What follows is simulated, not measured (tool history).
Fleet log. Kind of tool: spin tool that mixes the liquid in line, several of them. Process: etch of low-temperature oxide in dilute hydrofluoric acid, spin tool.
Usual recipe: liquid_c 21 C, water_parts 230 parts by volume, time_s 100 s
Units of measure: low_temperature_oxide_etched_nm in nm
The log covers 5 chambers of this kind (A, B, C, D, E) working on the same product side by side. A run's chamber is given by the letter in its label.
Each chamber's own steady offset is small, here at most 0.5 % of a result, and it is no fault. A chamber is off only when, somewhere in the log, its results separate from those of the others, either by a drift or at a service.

run,hour,liquid_c,water_parts,time_s,hours since the thermometer was replaced,hours since the hydrofluoric acid flow meter was replaced,"read-back film thickness of the low-temperature oxide reference wafer, read on the same gauge (nm)",low_temperature_oxide_etched_nm
# hour 1.5: chamber D: hydrofluoric acid flow meter replaced
1A,3.3,21,230,100,1943,184.6,149.98,4.2373
2C,7,21,230,100,1066.8,191,150.03,4.2681
3E,12.5,21,230,100,298,437.8,149.99,4.2273
4B,16.1,21,230,100,799.9,1464.4,150.01,4.2439
5D,20.8,21,230,100,206,19.4,150.04,4.2605
6B,26.8,21,230,100,810.6,1475.1,149.99,4.2228
7C,30.5,21,230,100,1090.3,214.5,150,4.2428
8D,36.3,21,230,100,221.5,34.9,150,4.2191
9E,39.9,21,335,140,325.4,465.2,150.01,3.7091
10A,45,21,335,140,1984.7,226.3,150,3.7527
11D,50.1,21,335,140,235.3,48.7,149.99,3.716
12E,54.1,21,335,140,339.6,479.4,150.01,3.7084
13A,57.5,21,335,140,1997.2,238.8,149.98,3.744
14B,61.2,19.5,230,130,845,1509.5,149.98,5.2302
15C,64.2,19.5,230,130,1124,248.2,149.98,5.1988
# hour 64.4: chamber A: thermometer replaced
16C,70.2,19.5,230,130,1130,254.2,149.99,5.2467
17B,76.4,19.5,230,130,860.2,1524.7,150.05,5.197
18A,80.5,19.5,230,130,16.1,261.8,150.01,5.2301
19E,86.4,21,230,100,371.9,511.7,150.05,4.215
20D,92.4,21,230,100,277.6,91,150.01,4.2439
21A,95.4,21,230,100,31,276.7,149.96,4.2618
22E,101.6,21,230,100,387.1,526.9,149.97,4.187
23C,106.6,21,230,100,1166.4,290.6,150.02,4.2216
24D,111.2,21,230,100,296.4,109.8,149.97,4.2367
# hour 114.1: chamber E: hydrofluoric acid flow meter replaced
25B,115.2,21,230,100,899,1563.5,150,4.218
26B,121.3,21,230,100,905.1,1569.6,149.99,4.2351
27A,126.6,21,230,100,62.2,307.9,150,4.2751
28C,132.9,21,230,100,1192.7,316.9,150.01,4.1532
29D,136.6,21,230,100,321.8,135.2,150,4.2056
30E,139.4,21,230,100,424.9,25.3,150,4.2829
31E,143.2,21,230,100,428.7,29.1,150,4.2388
32D,146.7,21,230,100,331.9,145.3,150,4.2264
33B,150.1,21,230,70,933.9,1598.4,150,2.9532
34A,155.4,21,230,70,91,336.7,150,3.0125
35C,160.8,21,230,70,1220.6,344.8,150.01,2.8252
36A,163.6,21,230,70,99.2,344.9,149.99,2.9771
37C,168.7,21,230,70,1228.5,352.7,149.99,2.8394
38E,174.9,21,230,100,460.4,60.8,150.02,4.2347
39D,179.1,21,230,100,364.3,177.7,149.99,4.2275
40B,184.1,21,230,100,967.9,1632.4,150.02,4.1991
41C,189.5,19.5,230,70,1249.3,373.5,150.03,2.6431
42A,196,19.5,230,70,131.6,377.3,149.99,2.8041

Has any chamber moved away from the others, gradually or after a service, or does the common gauge drift, or do the chambers differ only by their own small steady offsets? State the chamber and the most likely cause if one applies.

One chamber, C, drifts off from the rest bit by bit.
Likeliest cause: hydrofluoric acid flow below the setpoint (%) = 5.86.
The log might look much the same if the cause were instead: liquid colder than its thermometer reads (K).

Below are 4 candidate recipes for chamber C's next run, each the usual settings with a change, their results shown as question marks. Which of them brings C's results back in line with what the other chambers give on the usual settings?
In line means no further than this from the other chambers' mean on the usual settings: low_temperature_oxide_etched_nm 0.075 nm
43C-1,200.6,21,225,105,,,,?
43C-2,200.6,20,230,100,,,,?
43C-3,200.6,22,230,100,,,,?
43C-4,200.6,21,235,95,,,,?

Mean of the other chambers on the usual settings: low_temperature_oxide_etched_nm 4.2434 nm
run,low_temperature_oxide_etched_nm
43C-1,4.268
43C-2,3.807
43C-3,4.1072
43C-4,3.6581
43C-1 is the one that brings the chamber's results back in line with the other chambers.
